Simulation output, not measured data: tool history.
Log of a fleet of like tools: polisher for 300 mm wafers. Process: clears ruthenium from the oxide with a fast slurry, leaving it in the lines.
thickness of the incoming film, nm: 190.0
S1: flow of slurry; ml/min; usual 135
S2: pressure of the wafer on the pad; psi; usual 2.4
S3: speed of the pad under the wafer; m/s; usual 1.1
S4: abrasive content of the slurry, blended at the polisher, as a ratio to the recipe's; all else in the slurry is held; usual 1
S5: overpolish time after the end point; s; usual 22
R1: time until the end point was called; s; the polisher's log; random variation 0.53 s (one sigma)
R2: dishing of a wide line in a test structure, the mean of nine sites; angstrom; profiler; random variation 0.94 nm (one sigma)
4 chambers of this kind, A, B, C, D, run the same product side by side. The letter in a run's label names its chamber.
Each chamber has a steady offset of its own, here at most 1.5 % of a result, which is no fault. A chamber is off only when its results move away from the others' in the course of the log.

{"run": "1C", "hour": 2.7, "S1": 135, "S2": 2.4, "S3": 1.1, "S4": 1, "S5": 22, "R1": 53.354, "R2": 623.72}
{"run": "2B", "hour": 7.1, "S1": 135, "S2": 2.4, "S3": 1.1, "S4": 1, "S5": 22, "R1": 53.697, "R2": 627.5}
{"run": "3D", "hour": 9.3, "S1": 135, "S2": 2.4, "S3": 1.1, "S4": 1, "S5": 22, "R1": 53.202, "R2": 630.17}
{"run": "4A", "hour": 13.8, "S1": 135, "S2": 2.4, "S3": 1.1, "S4": 1, "S5": 22, "R1": 53.145, "R2": 608.19}
{"run": "5C", "hour": 16.0, "S1": 135, "S2": 2.4, "S3": 1.1, "S4": 1, "S5": 22, "R1": 53.033, "R2": 616.59}
{"run": "6A", "hour": 20.7, "S1": 135, "S2": 2.4, "S3": 1.1, "S4": 1, "S5": 22, "R1": 53.44, "R2": 612.85}
{"hour": 21.3, "done": "chamber B: slurry blender recalibrated"}
{"run": "7B", "hour": 24.7, "S1": 135, "S2": 3, "S3": 1.3, "S4": 1, "S5": 22, "R1": 36.467, "R2": 868.8}
{"run": "8D", "hour": 28.2, "S1": 135, "S2": 3, "S3": 1.3, "S4": 1, "S5": 22, "R1": 36.855, "R2": 853.11}
{"run": "9B", "hour": 32.6, "S1": 135, "S2": 3, "S3": 1.3, "S4": 1, "S5": 22, "R1": 36.9, "R2": 860.48}
{"run": "10D", "hour": 35.4, "S1": 135, "S2": 3, "S3": 1.3, "S4": 1, "S5": 22, "R1": 36.458, "R2": 845.56}
{"run": "11C", "hour": 40.2, "S1": 135, "S2": 2.4, "S3": 1.1, "S4": 1, "S5": 22, "R1": 54.001, "R2": 625.5}
{"run": "12A", "hour": 44.6, "S1": 135, "S2": 2.4, "S3": 1.1, "S4": 1, "S5": 22, "R1": 52.645, "R2": 615.79}
{"run": "13A", "hour": 48.3, "S1": 135, "S2": 2.4, "S3": 1.1, "S4": 1, "S5": 22, "R1": 52.526, "R2": 606.23}
{"hour": 48.4, "done": "chamber B: head pressure recalibrated"}
{"run": "14B", "hour": 51.5, "S1": 135, "S2": 2.4, "S3": 1.1, "S4": 1, "S5": 22, "R1": 54.044, "R2": 623.64}
{"run": "15D", "hour": 53.7, "S1": 135, "S2": 2.4, "S3": 1.1, "S4": 1, "S5": 22, "R1": 53.508, "R2": 604.21}
{"run": "16C", "hour": 58.1, "S1": 135, "S2": 2.4, "S3": 1.1, "S4": 1, "S5": 22, "R1": 53.739, "R2": 622.49}
{"run": "17C", "hour": 61.8, "S1": 135, "S2": 2.4, "S3": 1.1, "S4": 1, "S5": 22, "R1": 53.152, "R2": 612.51}
{"hour": 63.4, "done": "chamber A: worn pad replaced by a new one"}
{"run": "18D", "hour": 64.6, "S1": 135, "S2": 2.4, "S3": 1.1, "S4": 1, "S5": 22, "R1": 53.615, "R2": 610.34}
{"run": "19B", "hour": 66.9, "S1": 135, "S2": 2.4, "S3": 1.1, "S4": 1, "S5": 22, "R1": 54.325, "R2": 620.61}
{"hour": 70.5, "done": "chamber D: worn pad replaced by a new one"}
{"run": "20A", "hour": 71.1, "S1": 135, "S2": 2.4, "S3": 1.1, "S4": 1, "S5": 22, "R1": 52.611, "R2": 613.48}
{"run": "21A", "hour": 75.7, "S1": 135, "S2": 2.4, "S3": 0.96, "S4": 1, "S5": 9, "R1": 61.228, "R2": 243.8}
{"run": "22C", "hour": 79.3, "S1": 135, "S2": 2.4, "S3": 0.96, "S4": 1, "S5": 9, "R1": 62.293, "R2": 241.38}
{"run": "23D", "hour": 82.3, "S1": 135, "S2": 2.4, "S3": 0.96, "S4": 1, "S5": 9, "R1": 62.699, "R2": 243.51}
{"run": "24B", "hour": 86.0, "S1": 135, "S2": 2.4, "S3": 0.96, "S4": 1, "S5": 9, "R1": 61.432, "R2": 238.86}
{"hour": 86.2, "done": "chamber B: worn pad replaced by a new one"}
{"run": "25B", "hour": 90.7, "S1": 135, "S2": 2.4, "S3": 1.1, "S4": 1, "S5": 22, "R1": 53.986, "R2": 612.12}
{"run": "26C", "hour": 93.1, "S1": 135, "S2": 2.4, "S3": 1.1, "S4": 1, "S5": 22, "R1": 53.979, "R2": 623.56}
{"run": "27A", "hour": 96.7, "S1": 135, "S2": 2.4, "S3": 1.1, "S4": 1, "S5": 22, "R1": 52.848, "R2": 613.02}
{"run": "28D", "hour": 101.1, "S1": 135, "S2": 2.4, "S3": 1.1, "S4": 1, "S5": 22, "R1": 53.533, "R2": 635.32}
{"hour": 101.5, "done": "chamber C: worn pad replaced by a new one"}
{"run": "29C", "hour": 104.2, "S1": 135, "S2": 2.4, "S3": 1.1, "S4": 1, "S5": 22, "R1": 53.742, "R2": 602.15}
{"run": "30A", "hour": 109.0, "S1": 135, "S2": 2.4, "S3": 0.86, "S4": 1.1, "S5": 22, "R1": 66.531, "R2": 512.87}
{"hour": 109.5, "done": "chamber B: slurry nozzle cleaned"}
{"run": "31D", "hour": 112.5, "S1": 135, "S2": 2.4, "S3": 0.86, "S4": 1.1, "S5": 22, "R1": 65.599, "R2": 510.06}
{"run": "32B", "hour": 115.6, "S1": 135, "S2": 2.4, "S3": 0.86, "S4": 1.1, "S5": 22, "R1": 66.203, "R2": 524.24}
{"hour": 116.2, "done": "chamber A: head pressure recalibrated"}
{"run": "33B", "hour": 119.5, "S1": 135, "S2": 2.4, "S3": 0.86, "S4": 1.1, "S5": 22, "R1": 67.694, "R2": 523.22}
{"run": "34D", "hour": 124.0, "S1": 135, "S2": 2.4, "S3": 1.1, "S4": 1, "S5": 22, "R1": 53.692, "R2": 625.11}
{"run": "35C", "hour": 126.1, "S1": 135, "S2": 2.4, "S3": 1.1, "S4": 1, "S5": 22, "R1": 53.663, "R2": 621.16}
{"run": "36A", "hour": 128.9, "S1": 135, "S2": 2.4, "S3": 1.1, "S4": 1, "S5": 22, "R1": 53.114, "R2": 603.98}
{"run": "37D", "hour": 132.0, "S1": 155, "S2": 2.4, "S3": 1.1, "S4": 1, "S5": 30, "R1": 52.089, "R2": 812.12}
{"run": "38A", "hour": 134.8, "S1": 155, "S2": 2.4, "S3": 1.1, "S4": 1, "S5": 30, "R1": 51.458, "R2": 820.39}
{"run": "39C", "hour": 138.4, "S1": 155, "S2": 2.4, "S3": 1.1, "S4": 1, "S5": 30, "R1": 52.527, "R2": 828.95}
{"run": "40B", "hour": 141.2, "S1": 155, "S2": 2.4, "S3": 1.1, "S4": 1, "S5": 30, "R1": 52.274, "R2": 826.14}
{"run": "41D", "hour": 146.1, "S1": 135, "S2": 2.4, "S3": 1.1, "S4": 1, "S5": 22, "R1": 53.803, "R2": 621.21}
{"run": "42A", "hour": 148.4, "S1": 135, "S2": 2.4, "S3": 1.1, "S4": 1, "S5": 22, "R1": 52.571, "R2": 610.38}

What goes on in this fleet: one chamber off, a drifting gauge, or nothing beyond the chambers' own small offsets? Name the chamber and the cause, if any.

No chamber stands off beyond its own small offset, and the gauge holds steady.
